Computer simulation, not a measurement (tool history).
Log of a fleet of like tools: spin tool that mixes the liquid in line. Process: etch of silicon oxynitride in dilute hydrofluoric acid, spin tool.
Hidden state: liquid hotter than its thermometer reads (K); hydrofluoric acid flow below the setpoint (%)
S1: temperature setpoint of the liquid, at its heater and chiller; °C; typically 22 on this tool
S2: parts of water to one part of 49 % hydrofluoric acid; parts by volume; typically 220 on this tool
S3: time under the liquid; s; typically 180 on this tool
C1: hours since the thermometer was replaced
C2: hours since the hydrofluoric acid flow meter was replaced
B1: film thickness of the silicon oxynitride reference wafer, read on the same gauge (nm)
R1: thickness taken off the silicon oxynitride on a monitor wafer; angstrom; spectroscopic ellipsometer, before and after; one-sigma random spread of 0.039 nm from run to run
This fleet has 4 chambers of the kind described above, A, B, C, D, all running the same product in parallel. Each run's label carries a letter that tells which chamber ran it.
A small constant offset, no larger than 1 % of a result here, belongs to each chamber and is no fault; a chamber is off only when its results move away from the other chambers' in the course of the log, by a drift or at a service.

run 1D hour=7.7 | S1=22 S2=220 S3=180 | C1=1336.6 C2=696.5 | B1=90.029 | R1=18.172
run 2C hour=13.8 | S1=22 S2=220 S3=180 | C1=515.6 C2=1109.1 | B1=90.009 | R1=18.84
run 3B hour=22 | S1=22 S2=220 S3=180 | C1=1227.5 C2=978.5 | B1=89.962 | R1=17.807
run 4A hour=31.2 | S1=22 S2=220 S3=180 | C1=697.4 C2=260.2 | B1=90.005 | R1=17.879
run 5C hour=37.9 | S1=22 S2=220 S3=180 | C1=539.7 C2=1133.2 | B1=90.002 | R1=17.744
run 6A hour=43.2 | S1=22 S2=220 S3=180 | C1=709.4 C2=272.2 | B1=90.015 | R1=17.621
run 7D hour=47.7 | S1=22 S2=220 S3=180 | C1=1376.6 C2=736.5 | B1=90.028 | R1=17.981
run 8B hour=52.5 | S1=22 S2=220 S3=180 | C1=1258 C2=1009 | B1=89.94 | R1=17.948
run 9A hour=57.6 | S1=22 S2=220 S3=180 | C1=723.8 C2=286.6 | B1=90.004 | R1=18.226
run 10B hour=64.9 | S1=22 S2=220 S3=180 | C1=1270.4 C2=1021.4 | B1=90.003 | R1=17.618
run 11D hour=72.5 | S1=22 S2=220 S3=180 | C1=1401.4 C2=761.3 | B1=89.97 | R1=18.692
run 12C hour=77.5 | S1=22 S2=220 S3=180 | C1=579.3 C2=1172.8 | B1=90.037 | R1=18.08
run 13D hour=87.1 | S1=22 S2=220 S3=180 | C1=1416 C2=775.9 | B1=90.03 | R1=18.241
run 14A hour=96.6 | S1=22 S2=220 S3=180 | C1=762.8 C2=325.6 | B1=90.001 | R1=17.956
run 15C hour=102.6 | S1=22 S2=220 S3=180 | C1=604.4 C2=1197.9 | B1=89.947 | R1=17.692
run 16B hour=110.6 | S1=24 S2=300 S3=180 | C1=1316.1 C2=1067.1 | B1=90.031 | R1=13.616
run 17B hour=115.2 | S1=24 S2=300 S3=180 | C1=1320.7 C2=1071.7 | B1=90.01 | R1=13.521
run 18A hour=124.5 | S1=24 S2=300 S3=180 | C1=790.7 C2=353.5 | B1=89.942 | R1=13.812
run 19C hour=130.6 | S1=24 S2=300 S3=180 | C1=632.4 C2=1225.9 | B1=89.955 | R1=13.502
run 20D hour=135.9 | S1=22 S2=220 S3=180 | C1=1464.8 C2=824.7 | B1=89.965 | R1=18.208
run 21A hour=143.7 | S1=22 S2=220 S3=180 | C1=809.9 C2=372.7 | B1=90.03 | R1=17.835
run 22D hour=151.2 | S1=22 S2=220 S3=180 | C1=1480.1 C2=840 | B1=89.977 | R1=17.824
run 23B hour=160.5 | S1=26.5 S2=260 S3=180 | C1=1366 C2=1117 | B1=90.043 | R1=18.159
run 24C hour=168.2 | S1=26.5 S2=260 S3=180 | C1=670 C2=1263.5 | B1=89.986 | R1=17.92
run 25A hour=175.7 | S1=26.5 S2=260 S3=180 | C1=841.9 C2=404.7 | B1=90.013 | R1=17.942
-- hour=179 chamber B: thermometer replaced
run 26C hour=184.2 | S1=26.5 S2=260 S3=180 | C1=686 C2=1279.5 | B1=90.003 | R1=17.91
-- hour=187.1 chamber D: hydrofluoric acid flow meter replaced
run 27B hour=188.6 | S1=22 S2=220 S3=180 | C1=9.6 C2=1145.1 | B1=89.994 | R1=18.474
run 28D hour=193.4 | S1=22 S2=220 S3=180 | C1=1522.3 C2=6.4 | B1=90.013 | R1=18.351
run 29D hour=198.5 | S1=24.5 S2=220 S3=260 | C1=1527.4 C2=11.5 | B1=89.993 | R1=30.342
run 30B hour=205.8 | S1=24.5 S2=220 S3=260 | C1=26.8 C2=1162.3 | B1=90.027 | R1=29.454
run 31C hour=210.7 | S1=24.5 S2=220 S3=260 | C1=712.5 C2=1306 | B1=90.02 | R1=28.771
run 32A hour=218.4 | S1=24.5 S2=220 S3=260 | C1=884.6 C2=447.4 | B1=90 | R1=28.396
run 33D hour=225.3 | S1=18.5 S2=220 S3=230 | C1=1554.2 C2=38.3 | B1=90.033 | R1=19.619
-- hour=234.3 chamber A: hydrofluoric acid flow meter replaced
run 34A hour=234.3 | S1=18.5 S2=220 S3=230 | C1=900.5 C2=0.1 | B1=89.976 | R1=20.443
run 35B hour=242.7 | S1=18.5 S2=220 S3=230 | C1=63.7 C2=1199.2 | B1=90.003 | R1=19.484
run 36C hour=248.6 | S1=18.5 S2=220 S3=230 | C1=750.4 C2=1343.9 | B1=90.008 | R1=19.839
run 37D hour=253.5 | S1=22 S2=220 S3=180 | C1=1582.4 C2=66.5 | B1=89.969 | R1=18.924
run 38C hour=261 | S1=22 S2=220 S3=180 | C1=762.8 C2=1356.3 | B1=89.992 | R1=18.002
run 39A hour=267.9 | S1=22 S2=220 S3=180 | C1=934.1 C2=33.7 | B1=89.997 | R1=18.641

Decide between three cases: one chamber stands off from its peers, the gauge reading all wafers drifts, or nothing is wrong past each chamber's small offset. Where a chamber is off, say which and what most likely put it there.

The fleet is healthy, with each chamber sitting at its usual small offset and no drift in the gauge.

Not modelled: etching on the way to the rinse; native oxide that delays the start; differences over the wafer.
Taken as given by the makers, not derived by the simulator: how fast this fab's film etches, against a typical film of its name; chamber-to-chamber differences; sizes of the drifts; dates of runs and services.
